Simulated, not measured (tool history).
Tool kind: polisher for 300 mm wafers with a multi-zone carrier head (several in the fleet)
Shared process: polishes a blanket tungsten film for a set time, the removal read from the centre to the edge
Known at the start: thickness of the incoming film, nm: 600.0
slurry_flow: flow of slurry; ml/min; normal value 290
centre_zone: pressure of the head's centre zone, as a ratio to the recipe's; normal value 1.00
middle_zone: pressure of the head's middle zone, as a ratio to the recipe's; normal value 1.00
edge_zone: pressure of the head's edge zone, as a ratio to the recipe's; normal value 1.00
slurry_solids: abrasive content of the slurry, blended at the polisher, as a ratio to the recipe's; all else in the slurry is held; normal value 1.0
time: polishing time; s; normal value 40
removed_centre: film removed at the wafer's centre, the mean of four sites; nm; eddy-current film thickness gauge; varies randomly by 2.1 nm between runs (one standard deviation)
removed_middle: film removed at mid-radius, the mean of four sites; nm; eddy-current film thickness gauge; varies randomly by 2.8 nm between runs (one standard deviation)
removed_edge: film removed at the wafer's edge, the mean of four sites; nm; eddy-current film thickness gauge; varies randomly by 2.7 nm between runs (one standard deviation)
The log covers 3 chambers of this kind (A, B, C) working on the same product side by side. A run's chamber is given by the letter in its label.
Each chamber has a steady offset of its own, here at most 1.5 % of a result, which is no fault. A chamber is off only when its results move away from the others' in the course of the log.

run	hour	slurry_flow	centre_zone	middle_zone	edge_zone	slurry_solids	time	removed_centre	removed_middle	removed_edge
# hour 2.7: chamber C: worn pad replaced by a new one
1A	9.0	290	1.00	1.00	1.00	1.0	40	228.74	221.15	226.79
2C	13.6	290	1.00	1.00	1.00	1.0	40	221.04	227.24	228.35
3B	22.5	290	1.00	1.00	1.00	1.0	40	225.32	219.36	219.45
4C	27.5	290	1.00	1.00	1.00	1.0	40	222.68	220.13	223.37
5A	34.2	290	1.00	1.00	1.00	1.0	40	223.74	224.84	225.89
6B	43.3	290	1.00	1.00	1.00	1.0	40	228.02	224.13	221.04
7A	50.3	290	1.00	1.00	1.00	1.0	40	224.83	225.63	223.92
# hour 55.7: chamber C: worn pad replaced by a new one
8C	55.9	290	1.00	1.00	1.00	1.0	40	225.93	227.43	219.04
9B	62.3	290	1.00	1.00	1.00	1.0	40	224.55	219.91	221.66
# hour 65.7: chamber A: worn pad replaced by a new one
10C	70.3	290	1.00	1.00	1.00	1.0	40	223.70	225.11	227.11
11B	75.0	290	1.00	1.00	1.00	1.0	40	223.31	218.09	224.96
12A	80.7	290	1.00	1.00	1.00	1.0	40	226.58	219.53	221.49
# hour 86.7: chamber C: centre zone pressure recalibrated
13B	86.8	290	1.00	1.00	1.00	1.0	40	221.74	217.64	224.88
14C	90.8	290	1.00	1.00	1.00	1.0	40	223.51	223.24	219.58
15A	97.5	290	1.00	1.00	1.00	1.0	40	224.80	225.65	224.49
16B	103.3	290	1.10	1.00	1.00	0.7	40	226.32	204.09	198.70
# hour 105.6: chamber C: worn pad replaced by a new one
17A	111.4	290	1.10	1.00	1.00	0.7	40	232.38	204.50	203.83
18C	117.5	290	1.10	1.00	1.00	0.7	40	230.81	207.54	208.70
# hour 121.9: chamber B: worn pad replaced by a new one
19B	122.7	290	1.00	1.00	1.00	1.0	40	224.25	221.05	223.51
20C	128.3	290	1.04	0.91	1.00	1.0	40	232.98	205.58	223.81
# hour 132.8: chamber B: centre zone pressure recalibrated
21A	134.4	290	1.04	0.91	1.00	1.0	40	233.94	206.38	223.42
22C	139.0	290	1.04	0.91	1.00	1.0	40	237.00	200.54	220.99
23B	145.7	290	1.00	1.00	1.00	1.0	40	207.82	222.68	218.89
24A	153.7	290	1.00	1.00	1.00	1.0	40	223.59	223.21	224.40
# hour 162.6: chamber C: worn pad replaced by a new one
25C	162.6	290	1.00	1.00	0.95	1.0	40	222.10	223.57	220.03
26B	166.9	290	1.00	1.00	0.95	1.0	40	213.35	214.92	214.62
27A	174.2	290	1.00	1.00	0.95	1.0	40	226.51	224.28	213.96
28C	182.8	290	1.00	1.00	1.00	1.0	40	225.29	221.46	223.59
29A	189.7	290	1.00	1.00	1.00	1.0	40	226.25	226.86	226.31
30B	195.5	290	0.95	1.00	1.00	1.0	40	194.23	222.73	219.78
31C	201.3	290	0.95	1.00	1.00	1.0	40	212.91	225.93	226.94
# hour 202.7: chamber A: centre zone pressure recalibrated
32B	208.7	290	0.95	1.00	1.00	1.0	40	197.38	219.23	221.27
# hour 212.6: chamber A: worn pad replaced by a new one
33A	212.7	290	1.00	1.00	1.00	1.0	40	223.55	219.93	222.12
34A	221.3	290	1.00	0.96	1.00	1.2	40	238.11	223.38	231.26
# hour 226.1: chamber C: worn pad replaced by a new one
35B	230.0	290	1.00	0.96	1.00	1.2	40	219.84	223.33	232.06
36C	238.5	290	1.00	0.96	1.00	1.2	40	229.83	229.69	227.85

Predict what each chamber gives when all 3 of them run the settings below next.
37A	245.1	290	1.00	1.00	1.00	1.0	40	?	?	?
37B	245.1	290	1.00	1.00	1.00	1.0	40	?	?	?
37C	245.1	290	1.00	1.00	1.00	1.0	40	?	?	?

run	removed_centre	removed_middle	removed_edge
37A	224.85	214.80	221.96
37B	207.24	222.70	222.23
37C	223.30	224.02	220.59

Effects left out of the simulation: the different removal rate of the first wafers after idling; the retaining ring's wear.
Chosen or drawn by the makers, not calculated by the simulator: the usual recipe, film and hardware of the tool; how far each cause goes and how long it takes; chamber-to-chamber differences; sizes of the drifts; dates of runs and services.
